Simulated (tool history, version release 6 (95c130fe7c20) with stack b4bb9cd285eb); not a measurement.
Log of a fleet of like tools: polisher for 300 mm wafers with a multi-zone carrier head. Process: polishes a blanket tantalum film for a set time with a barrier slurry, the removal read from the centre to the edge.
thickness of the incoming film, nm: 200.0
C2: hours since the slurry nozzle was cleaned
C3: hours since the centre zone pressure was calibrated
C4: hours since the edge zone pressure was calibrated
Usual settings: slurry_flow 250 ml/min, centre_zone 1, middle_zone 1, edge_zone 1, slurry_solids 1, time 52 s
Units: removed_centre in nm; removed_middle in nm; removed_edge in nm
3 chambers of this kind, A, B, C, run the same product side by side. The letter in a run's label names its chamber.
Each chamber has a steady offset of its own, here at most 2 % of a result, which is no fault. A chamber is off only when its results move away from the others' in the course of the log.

Run 1B, day 0.45: usual settings; wafers polished on this pad 104; C2 213.4; C3 589.3; C4 247. Result: removed_centre 81.473 nm, removed_middle 82.381 nm, removed_edge 82.406 nm.
Run 2A, day 0.738: usual settings; wafers polished on this pad 154; C2 469.9; C3 674.6; C4 347.8. Result: removed_centre 81.928 nm, removed_middle 82.368 nm, removed_edge 83.022 nm.
Run 3C, day 1.083: usual settings; wafers polished on this pad 608; C2 332.3; C3 456.6; C4 517.4. Result: removed_centre 83.607 nm, removed_middle 82.7 nm, removed_edge 81.918 nm.
Run 4A, day 1.35: usual settings; wafers polished on this pad 263; C2 484.6; C3 689.3; C4 362.5. Result: removed_centre 81.413 nm, removed_middle 83.92 nm, removed_edge 81.939 nm.
At day 1.721: chamber A: slurry nozzle cleaned.
Run 5C, day 1.871: usual settings but middle_zone 1.07; wafers polished on this pad 747; C2 351.2; C3 475.5; C4 536.3. Result: removed_centre 82.009 nm, removed_middle 89.268 nm, removed_edge 81.671 nm.
Run 6B, day 2.388: usual settings but middle_zone 1.07; wafers polished on this pad 446; C2 259.9; C3 635.8; C4 293.5. Result: removed_centre 82.034 nm, removed_middle 88.679 nm, removed_edge 82.763 nm.
Run 7B, day 2.658: usual settings but middle_zone 1.07; wafers polished on this pad 494; C2 266.4; C3 642.3; C4 300. Result: removed_centre 81.233 nm, removed_middle 89.824 nm, removed_edge 82.303 nm.
Run 8C, day 2.912: usual settings but middle_zone 0.9; wafers polished on this pad 931; C2 376.2; C3 500.5; C4 561.3. Result: removed_centre 84.482 nm, removed_middle 74.452 nm, removed_edge 82.02 nm.
Run 9A, day 3.392: usual settings but middle_zone 0.9; wafers polished on this pad 623; C2 40.1; C3 738.3; C4 411.5. Result: removed_centre 81.756 nm, removed_middle 74.921 nm, removed_edge 82.08 nm.
At day 3.704: chamber A: worn pad replaced by a new one.
At day 3.746: chamber B: worn pad replaced by a new one.
Run 10C, day 3.908: usual settings but middle_zone 0.9; wafers polished on this pad 1107; C2 400.1; C3 524.4; C4 585.2. Result: removed_centre 81.188 nm, removed_middle 75.699 nm, removed_edge 81.357 nm.
At day 4.067: chamber C: worn pad replaced by a new one.
Run 11A, day 4.358: usual settings; wafers polished on this pad 115; C2 63.3; C3 761.5; C4 434.7. Result: removed_centre 81.007 nm, removed_middle 83.652 nm, removed_edge 83.427 nm.
Run 12B, day 4.808: usual settings; wafers polished on this pad 187; C2 318; C3 693.9; C4 351.6. Result: removed_centre 80.844 nm, removed_middle 82.455 nm, removed_edge 82.889 nm.
Run 13B, day 5.308: usual settings but centre_zone 0.93; wafers polished on this pad 276; C2 330; C3 705.9; C4 363.6. Result: removed_centre 74.403 nm, removed_middle 84.063 nm, removed_edge 82.747 nm.
Run 14C, day 5.7: usual settings but centre_zone 0.93; wafers polished on this pad 288; C2 443.1; C3 567.4; C4 628.2. Result: removed_centre 77.238 nm, removed_middle 81.907 nm, removed_edge 81.999 nm.
Run 15A, day 6.067: usual settings but centre_zone 0.93; wafers polished on this pad 417; C2 104.3; C3 802.5; C4 475.7. Result: removed_centre 73.013 nm, removed_middle 83.255 nm, removed_edge 80.644 nm.
At day 6.15: chamber B: edge zone pressure recalibrated.
At day 6.446: chamber B: slurry nozzle cleaned.
Run 16A, day 6.554: usual settings; wafers polished on this pad 504; C2 116; C3 814.2; C4 487.4. Result: removed_centre 79.591 nm, removed_middle 82.503 nm, removed_edge 81.602 nm.
Run 17B, day 6.808: usual settings but time 36 s; wafers polished on this pad 541; C2 8.8; C3 741.9; C4 15.9. Result: removed_centre 57.075 nm, removed_middle 57.813 nm, removed_edge 56.359 nm.
Run 18C, day 7.275: usual settings but time 36 s; wafers polished on this pad 567; C2 480.9; C3 605.2; C4 666. Result: removed_centre 56.955 nm, removed_middle 58.285 nm, removed_edge 56.03 nm.
Run 19A, day 7.675: usual settings but time 36 s; wafers polished on this pad 702; C2 142.9; C3 841.1; C4 514.3. Result: removed_centre 55.409 nm, removed_middle 58.186 nm, removed_edge 56.243 nm.
At day 7.958: chamber A: worn pad replaced by a new one.
Run 20C, day 8.004: usual settings; wafers polished on this pad 696; C2 498.4; C3 622.7; C4 683.5. Result: removed_centre 82.305 nm, removed_middle 82.978 nm, removed_edge 81.294 nm.
At day 8.254: chamber B: worn pad replaced by a new one.
Run 21B, day 8.354: usual settings; wafers polished on this pad 18; C2 45.9; C3 779; C4 53. Result: removed_centre 81.936 nm, removed_middle 83.325 nm, removed_edge 81.453 nm.
Run 22C, day 8.758: usual settings but edge_zone 0.96; wafers polished on this pad 829; C2 516.5; C3 640.8; C4 701.6. Result: removed_centre 82.877 nm, removed_middle 82.127 nm, removed_edge 80.253 nm.
Run 23A, day 9.129: usual settings but edge_zone 0.96; wafers polished on this pad 207; C2 177.8; C3 876; C4 549.2. Result: removed_centre 78.69 nm, removed_middle 82.889 nm, removed_edge 79.345 nm.
Run 24B, day 9.379: usual settings but edge_zone 0.96; wafers polished on this pad 199; C2 70.5; C3 803.6; C4 77.6. Result: removed_centre 82.1 nm, removed_middle 81.338 nm, removed_edge 80.883 nm.
Run 25C, day 9.721: usual settings; wafers polished on this pad 999; C2 539.6; C3 663.9; C4 724.7. Result: removed_centre 82.057 nm, removed_middle 81.573 nm, removed_edge 81.992 nm.
Run 26A, day 10.129: usual settings but time 60 s; wafers polished on this pad 384; C2 201.8; C3 900; C4 573.2. Result: removed_centre 89.758 nm, removed_middle 95.2 nm, removed_edge 95.16 nm.
Run 27B, day 10.396: usual settings but time 60 s; wafers polished on this pad 378; C2 94.9; C3 828; C4 102. Result: removed_centre 93.708 nm, removed_middle 96.552 nm, removed_edge 94.491 nm.
Run 28C, day 10.704: usual settings but time 60 s; wafers polished on this pad 1173; C2 563.2; C3 687.5; C4 748.3. Result: removed_centre 95.136 nm, removed_middle 94.263 nm, removed_edge 93.412 nm.

What goes on in this fleet: one chamber off, a drifting gauge, or nothing beyond the chambers' own small offsets? Name the chamber and the cause, if any.

Chamber A drifts away from the others.
Cause: centre zone's pressure below its setpoint, % = 4.63.

Here are 4 candidates for chamber A's next run, each the usual settings with a change, their results left as question marks. Which one brings its results back in line with what the others give on the usual settings?
In line means no further than this from the other chambers' mean on the usual settings: removed_centre 2.7 nm; removed_middle 4 nm; removed_edge 2.1 nm
Run 29A-1, day 11.083: usual settings but slurry_flow 245 ml/min, centre_zone 0.95, middle_zone 1.02, edge_zone 1.01. Result: removed_centre ?, removed_middle ?, removed_edge ?.
Run 29A-2, day 11.083: usual settings but slurry_flow 255 ml/min, centre_zone 1.1, middle_zone 0.97, edge_zone 0.97, time 53 s. Result: removed_centre ?, removed_middle ?, removed_edge ?.
Run 29A-3, day 11.083: usual settings but slurry_flow 245 ml/min, centre_zone 0.9, middle_zone 1.03, edge_zone 1.03. Result: removed_centre ?, removed_middle ?, removed_edge ?.
Run 29A-4, day 11.083: usual settings but slurry_flow 255 ml/min, centre_zone 1.05, middle_zone 0.98, edge_zone 0.99. Result: removed_centre ?, removed_middle ?, removed_edge ?.

The other chambers' mean on the usual settings: removed_centre 82.178 nm; removed_middle 82.519 nm; removed_edge 81.914 nm
  run  removed_centre  removed_middle  removed_edge
29A-1          73.053          84.128        82.053
29A-2          87.981          82.219        82.205
29A-3          68.773          84.903        82.909
29A-4          82.021          81.445        81.516
29A-4 brings the chamber back in line.

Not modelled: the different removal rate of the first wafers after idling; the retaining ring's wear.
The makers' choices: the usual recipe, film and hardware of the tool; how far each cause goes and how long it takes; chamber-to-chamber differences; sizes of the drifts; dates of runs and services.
